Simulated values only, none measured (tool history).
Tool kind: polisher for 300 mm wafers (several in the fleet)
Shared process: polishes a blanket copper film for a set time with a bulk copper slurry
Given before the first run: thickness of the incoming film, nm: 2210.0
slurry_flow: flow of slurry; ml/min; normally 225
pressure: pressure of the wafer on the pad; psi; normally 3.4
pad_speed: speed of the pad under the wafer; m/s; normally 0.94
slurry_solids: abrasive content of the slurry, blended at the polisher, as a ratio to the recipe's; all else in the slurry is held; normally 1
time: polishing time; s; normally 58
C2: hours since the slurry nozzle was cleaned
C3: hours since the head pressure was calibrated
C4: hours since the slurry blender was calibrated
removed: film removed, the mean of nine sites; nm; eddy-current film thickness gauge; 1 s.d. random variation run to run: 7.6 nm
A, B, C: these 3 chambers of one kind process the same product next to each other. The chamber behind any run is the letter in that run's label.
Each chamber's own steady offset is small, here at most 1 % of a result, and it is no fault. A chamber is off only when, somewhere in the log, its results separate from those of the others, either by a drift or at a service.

At hour 1.6: chamber C: slurry blender recalibrated.
At hour 4.1: chamber B: worn pad replaced by a new one.
Run 1B, hour 6.2: usual settings; wafers polished on this pad 12; C2 299.3; C3 7.8; C4 163.8. Result: removed 715.86 nm.
Run 2A, hour 12.4: usual settings; wafers polished on this pad 420; C2 197.9; C3 180.7; C4 287.7. Result: removed 721.61 nm.
Run 3C, hour 22.4: usual settings; wafers polished on this pad 735; C2 461.1; C3 903.1; C4 20.9. Result: removed 716.24 nm.
Run 4C, hour 33.6: usual settings; wafers polished on this pad 800; C2 472.3; C3 914.3; C4 32.1. Result: removed 703.23 nm.
Run 5A, hour 44.8: usual settings; wafers polished on this pad 610; C2 230.3; C3 213.1; C4 320.1. Result: removed 711.47 nm.
At hour 51.3: chamber B: slurry blender recalibrated.
Run 6B, hour 56.7: usual settings; wafers polished on this pad 308; C2 349.8; C3 58.3; C4 5.4. Result: removed 705.86 nm.
Run 7A, hour 64: usual settings; wafers polished on this pad 722; C2 249.5; C3 232.3; C4 339.3. Result: removed 720.3 nm.
At hour 69.7: chamber B: slurry nozzle cleaned.
Run 8C, hour 76.4: usual settings; wafers polished on this pad 1052; C2 515.1; C3 957.1; C4 74.9. Result: removed 709.42 nm.
Run 9B, hour 82.6: usual settings; wafers polished on this pad 460; C2 13; C3 84.2; C4 31.3. Result: removed 717.63 nm.
Run 10C, hour 90.7: usual settings; wafers polished on this pad 1135; C2 529.4; C3 971.4; C4 89.2. Result: removed 721.74 nm.
Run 11A, hour 96.5: usual settings; wafers polished on this pad 913; C2 282; C3 264.8; C4 371.8. Result: removed 717.93 nm.
Run 12B, hour 107.2: usual settings; wafers polished on this pad 604; C2 37.6; C3 108.8; C4 55.9. Result: removed 709.22 nm.
At hour 116.9: chamber A: slurry nozzle cleaned.
Run 13A, hour 117.1: usual settings; wafers polished on this pad 1034; C2 0.3; C3 285.4; C4 392.4. Result: removed 714.09 nm.
Run 14B, hour 123.1: usual settings; wafers polished on this pad 698; C2 53.5; C3 124.7; C4 71.8. Result: removed 707.47 nm.
At hour 124.2: chamber C: worn pad replaced by a new one.
At hour 129.2: chamber B: worn pad replaced by a new one.
Run 15C, hour 131.8: usual settings; wafers polished on this pad 45; C2 570.5; C3 1012.5; C4 130.3. Result: removed 704.57 nm.
Run 16A, hour 138: usual settings; wafers polished on this pad 1156; C2 21.2; C3 306.3; C4 413.3. Result: removed 703.24 nm.
At hour 139.8: chamber C: slurry nozzle cleaned.
Run 17B, hour 147.4: usual settings; wafers polished on this pad 106; C2 77.8; C3 149; C4 96.1. Result: removed 724 nm.
Run 18C, hour 159.3: usual settings but pad_speed 1.22 m/s; wafers polished on this pad 206; C2 19.6; C3 1040; C4 157.8. Result: removed 939.68 nm.
Run 19A, hour 165.8: usual settings but pad_speed 1.22 m/s; wafers polished on this pad 1319; C2 49; C3 334.1; C4 441.1. Result: removed 907.77 nm.
Run 20C, hour 173.2: usual settings but pad_speed 1.22 m/s; wafers polished on this pad 288; C2 33.5; C3 1053.9; C4 171.7. Result: removed 930.34 nm.
At hour 179.4: chamber A: worn pad replaced by a new one.
Run 21B, hour 184.8: usual settings; wafers polished on this pad 326; C2 115.2; C3 186.4; C4 133.5. Result: removed 715.58 nm.
Run 22A, hour 194.6: usual settings; wafers polished on this pad 89; C2 77.8; C3 362.9; C4 469.9. Result: removed 700.54 nm.
Run 23B, hour 206.1: usual settings; wafers polished on this pad 451; C2 136.5; C3 207.7; C4 154.8. Result: removed 716.72 nm.
Run 24C, hour 215.9: usual settings but slurry_solids 1.15; wafers polished on this pad 538; C2 76.2; C3 1096.6; C4 214.4. Result: removed 727.06 nm.
Run 25A, hour 225.2: usual settings but slurry_solids 1.15; wafers polished on this pad 268; C2 108.4; C3 393.5; C4 500.5. Result: removed 706.8 nm.
Run 26C, hour 233.3: usual settings but slurry_solids 1.15; wafers polished on this pad 640; C2 93.6; C3 1114; C4 231.8. Result: removed 759.36 nm.
Run 27B, hour 243.4: usual settings but slurry_solids 0.9, time 69 s; wafers polished on this pad 670; C2 173.8; C3 245; C4 192.1. Result: removed 834.45 nm.
Run 28A, hour 253.1: usual settings but slurry_solids 0.9, time 69 s; wafers polished on this pad 432; C2 136.3; C3 421.4; C4 528.4. Result: removed 794.24 nm.
Run 29B, hour 260.4: usual settings but slurry_solids 0.9, time 69 s; wafers polished on this pad 769; C2 190.8; C3 262; C4 209.1. Result: removed 822.76 nm.
At hour 262: chamber B: worn pad replaced by a new one.
At hour 265.9: chamber B: slurry blender recalibrated.
Run 30C, hour 268: usual settings; wafers polished on this pad 844; C2 128.3; C3 1148.7; C4 266.5. Result: removed 722.07 nm.
Run 31C, hour 274.8: usual settings; wafers polished on this pad 884; C2 135.1; C3 1155.5; C4 273.3. Result: removed 722.85 nm.
Run 32A, hour 283.1: usual settings; wafers polished on this pad 608; C2 166.3; C3 451.4; C4 558.4. Result: removed 684.37 nm.
Run 33B, hour 294.5: usual settings; wafers polished on this pad 190; C2 224.9; C3 296.1; C4 28.7. Result: removed 713.73 nm.
Run 34B, hour 305.1: usual settings; wafers polished on this pad 252; C2 235.5; C3 306.7; C4 39.3. Result: removed 720.61 nm.
Run 35A, hour 314.7: usual settings; wafers polished on this pad 794; C2 197.9; C3 483; C4 590. Result: removed 671.56 nm.
Run 36C, hour 320.9: usual settings; wafers polished on this pad 1154; C2 181.2; C3 1201.6; C4 319.4. Result: removed 720.34 nm.
At hour 323.1: chamber C: slurry blender recalibrated.
Run 37B, hour 331.7: usual settings; wafers polished on this pad 408; C2 262.1; C3 333.3; C4 65.9. Result: removed 719.91 nm.
Run 38A, hour 338.8: usual settings but slurry_flow 185 ml/min, pad_speed 0.82 m/s; wafers polished on this pad 935; C2 222; C3 507.1; C4 614.1. Result: removed 570.18 nm.
Run 39C, hour 347.3: usual settings but slurry_flow 185 ml/min, pad_speed 0.82 m/s; wafers polished on this pad 1309; C2 207.6; C3 1228; C4 24.2. Result: removed 614.54 nm.
At hour 353.1: chamber C: worn pad replaced by a new one.
Run 40C, hour 357.4: usual settings but slurry_flow 185 ml/min, pad_speed 0.82 m/s; wafers polished on this pad 25; C2 217.7; C3 1238.1; C4 34.3. Result: removed 607.31 nm.
Run 41B, hour 367.8: usual settings; wafers polished on this pad 620; C2 298.2; C3 369.4; C4 102. Result: removed 700.88 nm.

Each of the 3 chambers runs these same settings next. Fill in every chamber's results:
Run 42A, hour 376.7: usual settings. Result: removed ?.
Run 42B, hour 376.7: usual settings. Result: removed ?.
Run 42C, hour 376.7: usual settings. Result: removed ?.

run  removed
42A   664.81
42B   713.31
42C   709.86

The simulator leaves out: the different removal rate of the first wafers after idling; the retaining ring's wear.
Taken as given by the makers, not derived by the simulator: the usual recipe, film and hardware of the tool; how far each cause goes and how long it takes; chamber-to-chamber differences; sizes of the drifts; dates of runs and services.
